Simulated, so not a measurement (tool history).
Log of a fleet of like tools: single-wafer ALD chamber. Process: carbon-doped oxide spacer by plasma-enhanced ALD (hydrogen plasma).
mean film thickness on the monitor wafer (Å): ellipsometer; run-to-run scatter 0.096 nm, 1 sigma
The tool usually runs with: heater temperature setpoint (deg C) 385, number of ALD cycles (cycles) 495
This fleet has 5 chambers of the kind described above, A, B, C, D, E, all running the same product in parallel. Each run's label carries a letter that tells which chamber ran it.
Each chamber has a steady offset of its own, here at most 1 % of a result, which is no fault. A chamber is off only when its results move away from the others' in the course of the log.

run    day  heater temperature setpoint (deg C)  number of ALD cycles (cycles)  hours since the last thermocouple change  read-back reference wafer on the same gauge, thickness_nm  mean film thickness on the monitor wafer (Å)
 1E  0.158                                  385                            495                                     589.1                                                     20.716                                         248.8
 2C    0.4                                  385                            495                                    2135.5                                                     20.678                                        244.18
 3A    0.6                                  385                            495                                    1307.3                                                     20.683                                        245.98
 4D  0.775                                  385                            495                                     347.3                                                     20.717                                        249.97
 5B  0.896                                  385                            495                                    1042.7                                                     20.703                                         246.2
 6D  1.142                                  385                            495                                     356.1                                                     20.709                                        248.86
 7A  1.312                                  385                            495                                    1324.4                                                      20.72                                         244.2
 8E  1.479                                  385                            495                                     620.8                                                     20.715                                        248.99
 9C  1.692                                  385                            495                                    2166.5                                                     20.698                                        245.92
10B  1.808                                  385                            495                                    1064.6                                                     20.706                                        247.79
11E  2.038                                  385                            495                                     634.2                                                     20.709                                        247.87
12C  2.304                                  385                            495                                    2181.2                                                     20.702                                         246.2
13A   2.45                                  385                            495                                    1351.7                                                     20.682                                        244.97
14B  2.667                                  385                            495                                    1085.2                                                     20.698                                        247.02
15D  2.838                                  385                            495                                     396.8                                                      20.72                                        247.86
16B   3.05                                  385                            495                                    1094.4                                                     20.704                                        249.41
17D  3.171                                  385                            495                                     404.8                                                     20.711                                        247.42
18C  3.421                                  385                            495                                      2208                                                     20.689                                         247.3
19E  3.588                                  385                            495                                     671.4                                                     20.703                                        246.13
20A  3.758                                  385                            495                                    1383.1                                                     20.687                                        246.43
21D      4                                  385                            495                                     424.7                                                     20.687                                         248.5
22A  4.167                                  373                            587                                    1392.9                                                     20.719                                        290.99
23E    4.3                                  373                            587                                     688.5                                                      20.68                                        295.41
24B  4.488                                  373                            587                                    1128.9                                                     20.695                                        291.97
25C  4.662                                  373                            587                                    2237.8                                                     20.688                                        290.06
26E  4.862                                  373                            587                                       702                                                     20.691                                        294.49
27B  5.021                                  385                            495                                    1141.7                                                     20.682                                        248.84
28D  5.179                                  385                            495                                       453                                                     20.703                                        246.82
29A  5.371                                  385                            495                                    1421.8                                                     20.688                                        246.94
30C  5.517                                  385                            495                                    2258.3                                                     20.691                                        245.82
31E  5.721                                  385                            495                                     722.6                                                     20.723                                        249.43
32D  5.858                                  385                            495                                     469.3                                                     20.701                                        248.81
33A  5.975                                  385                            495                                    1436.3                                                     20.704                                        245.49
34B  6.179                                  385                            495                                    1169.5                                                     20.701                                        249.58
35C  6.354                                  385                            495                                    2278.4                                                       20.7                                        245.82
36E  6.504                                  385                            495                                     741.4                                                     20.704                                        249.28
37A  6.708                                  385                            495                                    1453.9                                                     20.682                                        245.27
38C  6.838                                  385                            495                                      2290                                                      20.68                                        245.92

All chambers now run identical settings, listed one chamber a line with results as question marks. What results will each chamber show?
39A  7.029                                  385                            537                                                                                                                                                  ?
39B  7.029                                  385                            537                                                                                                                                                  ?
39C  7.029                                  385                            537                                                                                                                                                  ?
39D  7.029                                  385                            537                                                                                                                                                  ?
39E  7.029                                  385                            537                                                                                                                                                  ?

run  mean film thickness on the monitor wafer (Å)
39A                                        266.88
39B                                        268.94
39C                                        265.27
39D                                        269.18
39E                                        268.86
